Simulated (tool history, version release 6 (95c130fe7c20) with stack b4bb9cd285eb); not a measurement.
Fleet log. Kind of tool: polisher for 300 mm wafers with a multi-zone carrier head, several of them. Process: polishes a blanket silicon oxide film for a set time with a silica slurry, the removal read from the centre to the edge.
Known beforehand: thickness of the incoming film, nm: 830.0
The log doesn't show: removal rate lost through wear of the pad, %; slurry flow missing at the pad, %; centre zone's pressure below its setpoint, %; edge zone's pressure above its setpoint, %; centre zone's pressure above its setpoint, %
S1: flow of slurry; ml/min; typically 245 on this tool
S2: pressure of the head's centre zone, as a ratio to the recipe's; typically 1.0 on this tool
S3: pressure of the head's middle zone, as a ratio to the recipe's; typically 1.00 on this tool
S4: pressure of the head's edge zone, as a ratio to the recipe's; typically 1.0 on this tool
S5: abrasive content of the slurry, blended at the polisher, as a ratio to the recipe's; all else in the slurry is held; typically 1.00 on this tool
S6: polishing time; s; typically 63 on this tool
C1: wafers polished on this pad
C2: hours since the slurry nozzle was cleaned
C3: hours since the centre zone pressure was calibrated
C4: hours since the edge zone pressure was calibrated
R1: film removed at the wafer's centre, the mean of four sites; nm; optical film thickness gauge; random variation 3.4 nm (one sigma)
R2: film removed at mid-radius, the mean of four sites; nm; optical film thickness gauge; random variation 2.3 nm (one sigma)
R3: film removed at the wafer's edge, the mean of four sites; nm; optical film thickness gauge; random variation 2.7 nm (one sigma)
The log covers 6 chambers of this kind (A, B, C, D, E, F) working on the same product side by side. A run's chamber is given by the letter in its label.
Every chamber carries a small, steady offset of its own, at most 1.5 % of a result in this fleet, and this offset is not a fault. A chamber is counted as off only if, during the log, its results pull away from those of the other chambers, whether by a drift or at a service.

run 1C hour=10.7 | S1=245 S2=1.0 S3=1.00 S4=1.0 S5=1.00 S6=63 | C1=547 C2=314.1 C3=237.7 C4=809.9 | R1=232.62 R2=227.43 R3=228.19
-- hour=13.7 chamber E: slurry nozzle cleaned
run 2B hour=15.6 | S1=245 S2=1.0 S3=1.00 S4=1.0 S5=1.00 S6=63 | C1=801 C2=254.7 C3=317.8 C4=256.4 | R1=224.94 R2=232.31 R3=230.72
-- hour=20.0 chamber A: worn pad replaced by a new one
-- hour=20.9 chamber C: worn pad replaced by a new one
run 3E hour=24.7 | S1=245 S2=1.0 S3=1.00 S4=1.0 S5=1.00 S6=63 | C1=330 C2=11.0 C3=411.5 C4=394.0 | R1=229.54 R2=228.80 R3=224.89
run 4F hour=32.1 | S1=245 S2=1.0 S3=1.00 S4=1.0 S5=1.00 S6=63 | C1=631 C2=201.1 C3=166.6 C4=45.1 | R1=231.33 R2=225.46 R3=230.61
-- hour=34.4 chamber F: slurry nozzle cleaned
run 5D hour=38.6 | S1=245 S2=1.0 S3=1.00 S4=1.0 S5=1.00 S6=63 | C1=683 C2=154.4 C3=619.1 C4=1064.5 | R1=234.14 R2=229.30 R3=225.01
run 6A hour=47.0 | S1=245 S2=1.0 S3=1.00 S4=1.0 S5=1.00 S6=63 | C1=266 C2=317.4 C3=571.4 C4=270.1 | R1=229.51 R2=227.72 R3=232.58
-- hour=51.2 chamber B: worn pad replaced by a new one
run 7F hour=55.6 | S1=245 S2=1.0 S3=1.00 S4=1.0 S5=1.00 S6=63 | C1=863 C2=21.3 C3=190.1 C4=68.6 | R1=226.81 R2=231.70 R3=234.84
-- hour=58.2 chamber E: worn pad replaced by a new one
run 8E hour=65.1 | S1=245 S2=1.0 S3=1.00 S4=1.0 S5=1.00 S6=63 | C1=68 C2=51.4 C3=451.9 C4=434.4 | R1=230.82 R2=235.09 R3=229.78
-- hour=74.7 chamber D: worn pad replaced by a new one
run 9B hour=75.6 | S1=245 S2=1.0 S3=1.00 S4=1.0 S5=1.00 S6=63 | C1=240 C2=314.7 C3=377.8 C4=316.4 | R1=227.49 R2=228.91 R3=231.21
-- hour=83.5 chamber A: slurry nozzle cleaned
run 10D hour=86.4 | S1=245 S2=1.0 S3=1.00 S4=1.0 S5=1.00 S6=63 | C1=115 C2=202.2 C3=666.9 C4=1112.3 | R1=229.03 R2=227.84 R3=230.38
-- hour=87.4 chamber F: worn pad replaced by a new one
-- hour=90.2 chamber C: worn pad replaced by a new one
run 11A hour=96.3 | S1=245 S2=1.0 S3=1.04 S4=1.1 S5=1.00 S6=63 | C1=753 C2=12.8 C3=620.7 C4=319.4 | R1=229.84 R2=232.29 R3=241.66
run 12C hour=106.0 | S1=245 S2=1.0 S3=1.04 S4=1.1 S5=1.00 S6=63 | C1=156 C2=409.4 C3=333.0 C4=905.2 | R1=227.39 R2=238.14 R3=238.08
run 13D hour=113.0 | S1=245 S2=1.0 S3=1.04 S4=1.1 S5=1.00 S6=63 | C1=378 C2=228.8 C3=693.5 C4=1138.9 | R1=230.97 R2=234.86 R3=239.60
-- hour=120.9 chamber E: worn pad replaced by a new one
-- hour=122.1 chamber A: worn pad replaced by a new one
run 14B hour=122.9 | S1=245 S2=1.0 S3=1.04 S4=1.1 S5=1.00 S6=63 | C1=707 C2=362.0 C3=425.1 C4=363.7 | R1=228.34 R2=236.82 R3=241.56
run 15C hour=131.3 | S1=245 S2=1.0 S3=1.04 S4=1.1 S5=1.00 S6=63 | C1=405 C2=434.7 C3=358.3 C4=930.5 | R1=233.70 R2=234.73 R3=235.25
run 16E hour=138.8 | S1=245 S2=1.0 S3=1.04 S4=1.1 S5=1.00 S6=63 | C1=177 C2=125.1 C3=525.6 C4=508.1 | R1=227.04 R2=241.72 R3=235.01
-- hour=143.3 chamber B: edge zone pressure recalibrated
-- hour=143.7 chamber C: worn pad replaced by a new one
run 17F hour=143.8 | S1=270 S2=1.0 S3=1.00 S4=1.0 S5=1.00 S6=72 | C1=556 C2=109.5 C3=278.3 C4=156.8 | R1=262.95 R2=263.57 R3=266.10
run 18A hour=152.0 | S1=270 S2=1.0 S3=1.00 S4=1.0 S5=1.00 S6=72 | C1=295 C2=68.5 C3=676.4 C4=375.1 | R1=255.04 R2=267.07 R3=267.14
run 19C hour=157.2 | S1=270 S2=1.0 S3=1.00 S4=1.0 S5=1.00 S6=72 | C1=133 C2=460.6 C3=384.2 C4=956.4 | R1=269.61 R2=257.51 R3=256.73
run 20D hour=164.1 | S1=270 S2=1.0 S3=1.00 S4=1.0 S5=1.00 S6=72 | C1=882 C2=279.9 C3=744.6 C4=1190.0 | R1=263.80 R2=263.47 R3=261.21
run 21A hour=174.3 | S1=270 S2=1.0 S3=1.00 S4=1.0 S5=1.00 S6=72 | C1=515 C2=90.8 C3=698.7 C4=397.4 | R1=246.37 R2=262.41 R3=262.86
-- hour=174.7 chamber C: centre zone pressure recalibrated
-- hour=180.1 chamber D: worn pad replaced by a new one
-- hour=180.6 chamber E: worn pad replaced by a new one
run 22F hour=182.8 | S1=270 S2=1.0 S3=1.00 S4=1.0 S5=1.00 S6=72 | C1=941 C2=148.5 C3=317.3 C4=195.8 | R1=257.40 R2=262.19 R3=266.39
-- hour=188.1 chamber B: worn pad replaced by a new one
-- hour=191.8 chamber A: edge zone pressure recalibrated
run 23B hour=192.4 | S1=245 S2=1.1 S3=1.00 S4=1.0 S5=1.00 S6=63 | C1=42 C2=431.5 C3=494.6 C4=49.1 | R1=255.66 R2=227.28 R3=231.40
-- hour=193.4 chamber B: centre zone pressure recalibrated
-- hour=198.7 chamber C: worn pad replaced by a new one
run 24E hour=203.3 | S1=245 S2=1.1 S3=1.00 S4=1.0 S5=1.00 S6=63 | C1=224 C2=189.6 C3=590.1 C4=572.6 | R1=256.02 R2=230.53 R3=228.89
-- hour=205.5 chamber A: worn pad replaced by a new one
run 25C hour=212.8 | S1=245 S2=1.1 S3=1.00 S4=1.0 S5=1.00 S6=63 | C1=139 C2=516.2 C3=38.1 C4=1012.0 | R1=259.53 R2=230.67 R3=226.48
run 26B hour=220.1 | S1=245 S2=1.1 S3=1.00 S4=1.0 S5=1.00 S6=63 | C1=315 C2=459.2 C3=26.8 C4=76.8 | R1=258.50 R2=228.36 R3=230.54
-- hour=224.0 chamber F: worn pad replaced by a new one
run 27E hour=231.1 | S1=245 S2=1.1 S3=1.00 S4=1.0 S5=1.00 S6=63 | C1=498 C2=217.4 C3=617.9 C4=600.4 | R1=251.44 R2=236.53 R3=226.12
-- hour=239.7 chamber E: worn pad replaced by a new one
run 28D hour=241.6 | S1=245 S2=1.1 S3=1.00 S4=1.0 S5=1.00 S6=63 | C1=606 C2=357.4 C3=822.1 C4=1267.5 | R1=253.96 R2=226.07 R3=228.53
run 29F hour=247.2 | S1=245 S2=1.0 S3=1.00 S4=1.0 S5=1.00 S6=63 | C1=229 C2=212.9 C3=381.7 C4=260.2 | R1=231.54 R2=226.68 R3=231.19
run 30A hour=254.9 | S1=245 S2=1.0 S3=1.00 S4=1.0 S5=1.00 S6=63 | C1=488 C2=171.4 C3=779.3 C4=63.2 | R1=201.81 R2=229.12 R3=226.62
run 31E hour=262.6 | S1=245 S2=1.0 S3=1.00 S4=1.0 S5=1.00 S6=63 | C1=226 C2=248.9 C3=649.4 C4=631.9 | R1=229.42 R2=229.56 R3=226.42
-- hour=265.2 chamber C: worn pad replaced by a new one
run 32B hour=268.4 | S1=245 S2=1.0 S3=1.00 S4=1.0 S5=1.00 S6=63 | C1=792 C2=507.5 C3=75.1 C4=125.1 | R1=228.26 R2=231.22 R3=224.31
run 33C hour=273.2 | S1=245 S2=1.0 S3=1.00 S4=1.0 S5=1.00 S6=63 | C1=79 C2=576.6 C3=98.5 C4=1072.4 | R1=226.30 R2=226.75 R3=227.69
run 34D hour=278.3 | S1=245 S2=1.0 S3=1.00 S4=1.0 S5=1.00 S6=63 | C1=968 C2=394.1 C3=858.8 C4=1304.2 | R1=233.59 R2=230.65 R3=230.95
-- hour=284.9 chamber F: slurry nozzle cleaned
run 35F hour=284.9 | S1=245 S2=1.0 S3=1.00 S4=1.0 S5=0.75 S6=63 | C1=601 C2=0.0 C3=419.4 C4=297.9 | R1=197.68 R2=196.78 R3=200.63
-- hour=291.4 chamber A: worn pad replaced by a new one
run 36A hour=295.7 | S1=245 S2=1.0 S3=1.00 S4=1.0 S5=0.75 S6=63 | C1=42 C2=212.2 C3=820.1 C4=104.0 | R1=176.64 R2=196.48 R3=200.50
run 37C hour=301.1 | S1=245 S2=1.0 S3=1.00 S4=1.0 S5=0.75 S6=63 | C1=354 C2=604.5 C3=126.4 C4=1100.3 | R1=201.23 R2=200.48 R3=199.44
run 38A hour=306.4 | S1=245 S2=1.0 S3=1.00 S4=1.0 S5=0.75 S6=63 | C1=148 C2=222.9 C3=830.8 C4=114.7 | R1=173.82 R2=195.84 R3=199.65

Each of the 6 chambers runs these same settings next. Fill in every chamber's results:
run 39A hour=314.3 | S1=245 S2=1.0 S3=1.00 S4=1.0 S5=1.00 S6=63 | R1=? R2=? R3=?
run 39B hour=314.3 | S1=245 S2=1.0 S3=1.00 S4=1.0 S5=1.00 S6=63 | R1=? R2=? R3=?
run 39C hour=314.3 | S1=245 S2=1.0 S3=1.00 S4=1.0 S5=1.00 S6=63 | R1=? R2=? R3=?
run 39D hour=314.3 | S1=245 S2=1.0 S3=1.00 S4=1.0 S5=1.00 S6=63 | R1=? R2=? R3=?
run 39E hour=314.3 | S1=245 S2=1.0 S3=1.00 S4=1.0 S5=1.00 S6=63 | R1=? R2=? R3=?
run 39F hour=314.3 | S1=245 S2=1.0 S3=1.00 S4=1.0 S5=1.00 S6=63 | R1=? R2=? R3=?

run=39A R1=200.36 R2=229.90 R3=233.10
run=39B R1=225.30 R2=228.79 R3=229.47
run=39C R1=227.89 R2=229.51 R3=233.27
run=39D R1=232.89 R2=229.27 R3=228.20
run=39E R1=229.87 R2=227.64 R3=228.58
run=39F R1=230.52 R2=231.38 R3=233.64
